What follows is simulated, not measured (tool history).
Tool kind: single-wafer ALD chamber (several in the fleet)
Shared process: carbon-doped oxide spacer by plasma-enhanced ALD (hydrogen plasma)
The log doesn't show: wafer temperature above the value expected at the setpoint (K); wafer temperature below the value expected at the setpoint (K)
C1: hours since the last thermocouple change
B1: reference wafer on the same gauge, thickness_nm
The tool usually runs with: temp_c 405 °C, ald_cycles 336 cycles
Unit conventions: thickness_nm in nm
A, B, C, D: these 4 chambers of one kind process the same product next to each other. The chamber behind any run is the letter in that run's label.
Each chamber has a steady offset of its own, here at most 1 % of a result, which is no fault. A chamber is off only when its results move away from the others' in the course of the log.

{"run": "1B", "hour": 2.7, "temp_c": 405, "ald_cycles": 336, "C1": 3175.8, "B1": 16.695, "thickness_nm": 16.763}
{"run": "2C", "hour": 6.7, "temp_c": 405, "ald_cycles": 336, "C1": 1598.3, "B1": 16.706, "thickness_nm": 16.476}
{"run": "3D", "hour": 11.9, "temp_c": 405, "ald_cycles": 336, "C1": 1589.8, "B1": 16.707, "thickness_nm": 16.457}
{"hour": 13.7, "done": "chamber B: thermocouple changed; heater temperature recalibrated"}
{"run": "4A", "hour": 17.0, "temp_c": 405, "ald_cycles": 336, "C1": 538.5, "B1": 16.698, "thickness_nm": 16.557}
{"run": "5A", "hour": 19.8, "temp_c": 405, "ald_cycles": 336, "C1": 541.3, "B1": 16.71, "thickness_nm": 16.502}
{"run": "6D", "hour": 24.0, "temp_c": 405, "ald_cycles": 336, "C1": 1601.9, "B1": 16.694, "thickness_nm": 16.551}
{"run": "7B", "hour": 26.5, "temp_c": 405, "ald_cycles": 336, "C1": 12.9, "B1": 16.705, "thickness_nm": 16.497}
{"run": "8C", "hour": 30.6, "temp_c": 405, "ald_cycles": 336, "C1": 1622.2, "B1": 16.694, "thickness_nm": 16.56}
{"run": "9B", "hour": 34.1, "temp_c": 405, "ald_cycles": 297, "C1": 20.5, "B1": 16.692, "thickness_nm": 14.763}
{"run": "10A", "hour": 39.5, "temp_c": 405, "ald_cycles": 297, "C1": 561.0, "B1": 16.687, "thickness_nm": 14.565}
{"hour": 40.1, "done": "chamber C: thermocouple changed; heater temperature recalibrated"}
{"run": "11D", "hour": 43.8, "temp_c": 405, "ald_cycles": 297, "C1": 1621.7, "B1": 16.696, "thickness_nm": 14.608}
{"run": "12C", "hour": 47.0, "temp_c": 405, "ald_cycles": 297, "C1": 7.0, "B1": 16.677, "thickness_nm": 14.706}
{"run": "13C", "hour": 50.5, "temp_c": 405, "ald_cycles": 336, "C1": 10.5, "B1": 16.706, "thickness_nm": 16.528}
{"run": "14A", "hour": 53.1, "temp_c": 405, "ald_cycles": 368, "C1": 574.6, "B1": 16.723, "thickness_nm": 18.127}
{"run": "15B", "hour": 58.5, "temp_c": 405, "ald_cycles": 368, "C1": 44.9, "B1": 16.699, "thickness_nm": 18.262}
{"run": "16D", "hour": 63.6, "temp_c": 405, "ald_cycles": 368, "C1": 1641.5, "B1": 16.699, "thickness_nm": 18.084}
{"run": "17D", "hour": 69.3, "temp_c": 405, "ald_cycles": 368, "C1": 1647.2, "B1": 16.691, "thickness_nm": 18.168}
{"run": "18C", "hour": 74.9, "temp_c": 405, "ald_cycles": 336, "C1": 34.9, "B1": 16.702, "thickness_nm": 16.708}
{"run": "19A", "hour": 79.2, "temp_c": 405, "ald_cycles": 336, "C1": 600.7, "B1": 16.689, "thickness_nm": 16.544}
{"run": "20B", "hour": 83.1, "temp_c": 405, "ald_cycles": 336, "C1": 69.5, "B1": 16.702, "thickness_nm": 16.524}
{"run": "21B", "hour": 88.6, "temp_c": 405, "ald_cycles": 336, "C1": 75.0, "B1": 16.699, "thickness_nm": 16.63}
{"run": "22A", "hour": 91.6, "temp_c": 405, "ald_cycles": 336, "C1": 613.1, "B1": 16.686, "thickness_nm": 16.531}
{"run": "23D", "hour": 95.5, "temp_c": 405, "ald_cycles": 336, "C1": 1673.4, "B1": 16.69, "thickness_nm": 16.449}
{"run": "24C", "hour": 98.7, "temp_c": 405, "ald_cycles": 336, "C1": 58.7, "B1": 16.708, "thickness_nm": 16.643}
{"run": "25B", "hour": 101.7, "temp_c": 405, "ald_cycles": 336, "C1": 88.1, "B1": 16.704, "thickness_nm": 16.667}
{"run": "26D", "hour": 105.2, "temp_c": 405, "ald_cycles": 336, "C1": 1683.1, "B1": 16.685, "thickness_nm": 16.703}
{"run": "27C", "hour": 109.9, "temp_c": 405, "ald_cycles": 336, "C1": 69.9, "B1": 16.687, "thickness_nm": 16.556}
{"run": "28A", "hour": 113.2, "temp_c": 399, "ald_cycles": 314, "C1": 634.7, "B1": 16.71, "thickness_nm": 15.732}
{"run": "29B", "hour": 117.9, "temp_c": 399, "ald_cycles": 314, "C1": 104.3, "B1": 16.687, "thickness_nm": 15.897}
{"hour": 118.1, "done": "chamber D: thermocouple changed; heater temperature recalibrated"}
{"run": "30D", "hour": 122.8, "temp_c": 399, "ald_cycles": 314, "C1": 4.8, "B1": 16.686, "thickness_nm": 15.773}
{"run": "31A", "hour": 126.2, "temp_c": 399, "ald_cycles": 314, "C1": 647.7, "B1": 16.701, "thickness_nm": 15.719}
{"run": "32C", "hour": 130.8, "temp_c": 405, "ald_cycles": 336, "C1": 90.8, "B1": 16.678, "thickness_nm": 16.648}
{"run": "33A", "hour": 136.3, "temp_c": 405, "ald_cycles": 336, "C1": 657.8, "B1": 16.692, "thickness_nm": 16.629}
{"run": "34B", "hour": 140.3, "temp_c": 405, "ald_cycles": 336, "C1": 126.7, "B1": 16.705, "thickness_nm": 16.756}
{"run": "35C", "hour": 143.8, "temp_c": 405, "ald_cycles": 336, "C1": 103.8, "B1": 16.683, "thickness_nm": 16.636}
{"run": "36D", "hour": 148.7, "temp_c": 405, "ald_cycles": 336, "C1": 30.7, "B1": 16.677, "thickness_nm": 16.619}
{"run": "37C", "hour": 151.6, "temp_c": 405, "ald_cycles": 336, "C1": 111.6, "B1": 16.714, "thickness_nm": 16.645}
{"run": "38B", "hour": 156.1, "temp_c": 419, "ald_cycles": 275, "C1": 142.5, "B1": 16.689, "thickness_nm": 13.01}
{"run": "39D", "hour": 161.6, "temp_c": 419, "ald_cycles": 275, "C1": 43.6, "B1": 16.723, "thickness_nm": 13.055}
{"run": "40A", "hour": 166.0, "temp_c": 419, "ald_cycles": 275, "C1": 687.5, "B1": 16.692, "thickness_nm": 13.075}
{"run": "41A", "hour": 171.1, "temp_c": 419, "ald_cycles": 275, "C1": 692.6, "B1": 16.714, "thickness_nm": 13.031}
{"run": "42D", "hour": 174.5, "temp_c": 405, "ald_cycles": 398, "C1": 56.5, "B1": 16.695, "thickness_nm": 19.862}
{"run": "43C", "hour": 179.5, "temp_c": 405, "ald_cycles": 398, "C1": 139.5, "B1": 16.704, "thickness_nm": 19.496}

All chambers now run identical settings, listed one chamber a line with results as question marks. What results will each chamber show?
{"run": "44A", "hour": 183.6, "temp_c": 405, "ald_cycles": 336, "thickness_nm": "?"}
{"run": "44B", "hour": 183.6, "temp_c": 405, "ald_cycles": 336, "thickness_nm": "?"}
{"run": "44C", "hour": 183.6, "temp_c": 405, "ald_cycles": 336, "thickness_nm": "?"}
{"run": "44D", "hour": 183.6, "temp_c": 405, "ald_cycles": 336, "thickness_nm": "?"}

run=44A thickness_nm=16.574
run=44B thickness_nm=16.624
run=44C thickness_nm=16.628
run=44D thickness_nm=16.599
